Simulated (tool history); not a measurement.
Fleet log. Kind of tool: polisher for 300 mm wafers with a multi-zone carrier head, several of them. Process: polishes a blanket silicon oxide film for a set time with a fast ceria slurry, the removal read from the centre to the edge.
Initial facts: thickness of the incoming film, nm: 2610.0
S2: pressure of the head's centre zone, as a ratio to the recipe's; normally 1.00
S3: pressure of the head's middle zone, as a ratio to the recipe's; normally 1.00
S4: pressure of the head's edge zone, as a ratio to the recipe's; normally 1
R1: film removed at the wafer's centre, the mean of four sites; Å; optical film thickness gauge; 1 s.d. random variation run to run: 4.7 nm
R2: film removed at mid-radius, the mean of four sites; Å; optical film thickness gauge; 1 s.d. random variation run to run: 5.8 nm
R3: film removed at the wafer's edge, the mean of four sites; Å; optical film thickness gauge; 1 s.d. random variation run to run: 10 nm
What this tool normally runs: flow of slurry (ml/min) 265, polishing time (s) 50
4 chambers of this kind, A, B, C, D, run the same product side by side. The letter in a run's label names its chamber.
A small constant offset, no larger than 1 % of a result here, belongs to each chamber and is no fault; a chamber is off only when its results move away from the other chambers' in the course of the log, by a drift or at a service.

run 1C hour=3.4 | flow_of_slurry_(ml/min)=265 S2=1.00 S3=1.00 S4=1 polishing_time_(s)=50 | R1=7711.7 R2=7741.6 R3=7803.5
run 2A hour=8.4 | flow_of_slurry_(ml/min)=265 S2=1.00 S3=1.00 S4=1 polishing_time_(s)=50 | R1=7810.8 R2=7732.6 R3=7732.1
run 3D hour=15.4 | flow_of_slurry_(ml/min)=265 S2=1.00 S3=1.00 S4=1 polishing_time_(s)=50 | R1=7614.6 R2=7843.4 R3=7655.4
run 4B hour=19.0 | flow_of_slurry_(ml/min)=265 S2=1.00 S3=1.00 S4=1 polishing_time_(s)=50 | R1=7747.1 R2=7794.6 R3=7873.2
run 5B hour=24.7 | flow_of_slurry_(ml/min)=265 S2=0.92 S3=1.00 S4=1 polishing_time_(s)=64 | R1=9093.7 R2=9974.4 R3=9905.9
run 6A hour=30.6 | flow_of_slurry_(ml/min)=265 S2=0.92 S3=1.00 S4=1 polishing_time_(s)=64 | R1=8972.7 R2=9848.0 R3=9872.7
run 7D hour=33.9 | flow_of_slurry_(ml/min)=265 S2=0.92 S3=1.00 S4=1 polishing_time_(s)=64 | R1=8960.5 R2=10053.0 R3=9885.5
run 8C hour=39.6 | flow_of_slurry_(ml/min)=265 S2=0.92 S3=1.00 S4=1 polishing_time_(s)=64 | R1=8973.6 R2=9941.9 R3=9954.2
run 9C hour=46.9 | flow_of_slurry_(ml/min)=350 S2=1.00 S3=1.11 S4=1 polishing_time_(s)=50 | R1=7999.4 R2=8695.0 R3=7568.8
-- hour=50.8 chamber A: worn pad replaced by a new one
run 10B hour=54.0 | flow_of_slurry_(ml/min)=350 S2=1.00 S3=1.11 S4=1 polishing_time_(s)=50 | R1=7953.4 R2=8721.7 R3=7880.4
run 11A hour=61.3 | flow_of_slurry_(ml/min)=350 S2=1.00 S3=1.11 S4=1 polishing_time_(s)=50 | R1=7890.1 R2=8737.9 R3=8022.2
run 12D hour=68.7 | flow_of_slurry_(ml/min)=350 S2=1.00 S3=1.11 S4=1 polishing_time_(s)=50 | R1=7909.8 R2=8701.6 R3=7665.8
run 13D hour=74.3 | flow_of_slurry_(ml/min)=265 S2=1.00 S3=1.00 S4=1 polishing_time_(s)=50 | R1=7631.1 R2=7629.8 R3=7681.3
-- hour=78.1 chamber C: worn pad replaced by a new one
run 14B hour=79.2 | flow_of_slurry_(ml/min)=265 S2=1.00 S3=1.00 S4=1 polishing_time_(s)=50 | R1=7727.2 R2=7606.5 R3=7812.2
-- hour=84.7 chamber B: worn pad replaced by a new one
run 15C hour=85.0 | flow_of_slurry_(ml/min)=265 S2=1.00 S3=1.00 S4=1 polishing_time_(s)=50 | R1=7771.5 R2=7671.9 R3=7580.0
-- hour=86.8 chamber A: centre zone pressure recalibrated
run 16A hour=91.2 | flow_of_slurry_(ml/min)=265 S2=1.00 S3=1.00 S4=1 polishing_time_(s)=50 | R1=8019.2 R2=7740.4 R3=7587.3
-- hour=92.1 chamber D: worn pad replaced by a new one
run 17D hour=96.0 | flow_of_slurry_(ml/min)=265 S2=1.00 S3=1.00 S4=1 polishing_time_(s)=50 | R1=7735.0 R2=7774.8 R3=7729.1
run 18C hour=102.4 | flow_of_slurry_(ml/min)=265 S2=1.00 S3=1.00 S4=1 polishing_time_(s)=50 | R1=7758.2 R2=7825.4 R3=7699.2
run 19B hour=108.1 | flow_of_slurry_(ml/min)=265 S2=1.00 S3=1.00 S4=1 polishing_time_(s)=50 | R1=7726.1 R2=7696.2 R3=7575.5
run 20A hour=112.3 | flow_of_slurry_(ml/min)=215 S2=1.00 S3=1.00 S4=1 polishing_time_(s)=50 | R1=7831.7 R2=7417.0 R3=7353.9
run 21B hour=119.4 | flow_of_slurry_(ml/min)=215 S2=1.00 S3=1.00 S4=1 polishing_time_(s)=50 | R1=7578.8 R2=7614.4 R3=7719.1
-- hour=122.0 chamber A: worn pad replaced by a new one
run 22D hour=125.5 | flow_of_slurry_(ml/min)=215 S2=1.00 S3=1.00 S4=1 polishing_time_(s)=50 | R1=7464.0 R2=7628.7 R3=7275.3
run 23C hour=132.6 | flow_of_slurry_(ml/min)=215 S2=1.00 S3=1.00 S4=1 polishing_time_(s)=50 | R1=7523.2 R2=7376.5 R3=7797.4
-- hour=133.6 chamber A: slurry nozzle cleaned
run 24A hour=140.0 | flow_of_slurry_(ml/min)=265 S2=0.91 S3=1.05 S4=1 polishing_time_(s)=50 | R1=7294.3 R2=7926.4 R3=7655.2
run 25D hour=145.7 | flow_of_slurry_(ml/min)=265 S2=0.91 S3=1.05 S4=1 polishing_time_(s)=50 | R1=6833.2 R2=8188.7 R3=7540.6

Is one chamber out of step, is the gauge drifting, or do the chambers differ by no more than their own small offsets? For an off chamber, give its letter and the likeliest cause.

Chamber A came out of a service off from its peers and stayed that way.
Cause: centre zone's pressure above its setpoint, % = 4.03.

Below are 4 candidate recipes for chamber A's next run, each the usual settings with a change, their results shown as question marks. Which of them brings A's results back in line with what the other chambers give on the usual settings?
A result is in line if it is within this distance of the other chambers' mean on the usual settings: R1 160.0 Å; R2 210.0 Å; R3 350.0 Å
run 26A-1 hour=151.0 | flow_of_slurry_(ml/min)=265 S2=1.01 S3=1.00 S4=1.00 polishing_time_(s)=50 | R1=? R2=? R3=?
run 26A-2 hour=151.0 | flow_of_slurry_(ml/min)=270 S2=1.04 S3=0.99 S4=0.99 polishing_time_(s)=50 | R1=? R2=? R3=?
run 26A-3 hour=151.0 | flow_of_slurry_(ml/min)=265 S2=0.99 S3=1.00 S4=1.00 polishing_time_(s)=50 | R1=? R2=? R3=?
run 26A-4 hour=151.0 | flow_of_slurry_(ml/min)=260 S2=0.96 S3=1.01 S4=1.01 polishing_time_(s)=50 | R1=? R2=? R3=?

Mean of the other chambers on the usual settings: R1 7712.5 Å; R2 7741.8 Å; R3 7717.1 Å
run=26A-1 R1=8181.2 R2=7716.1 R3=7589.1
run=26A-2 R1=8465.4 R2=7660.9 R3=7561.7
run=26A-3 R1=8004.3 R2=7717.0 R3=7589.1
run=26A-4 R1=7721.1 R2=7771.2 R3=7615.9
26A-4 puts the chamber back in line with the other chambers.
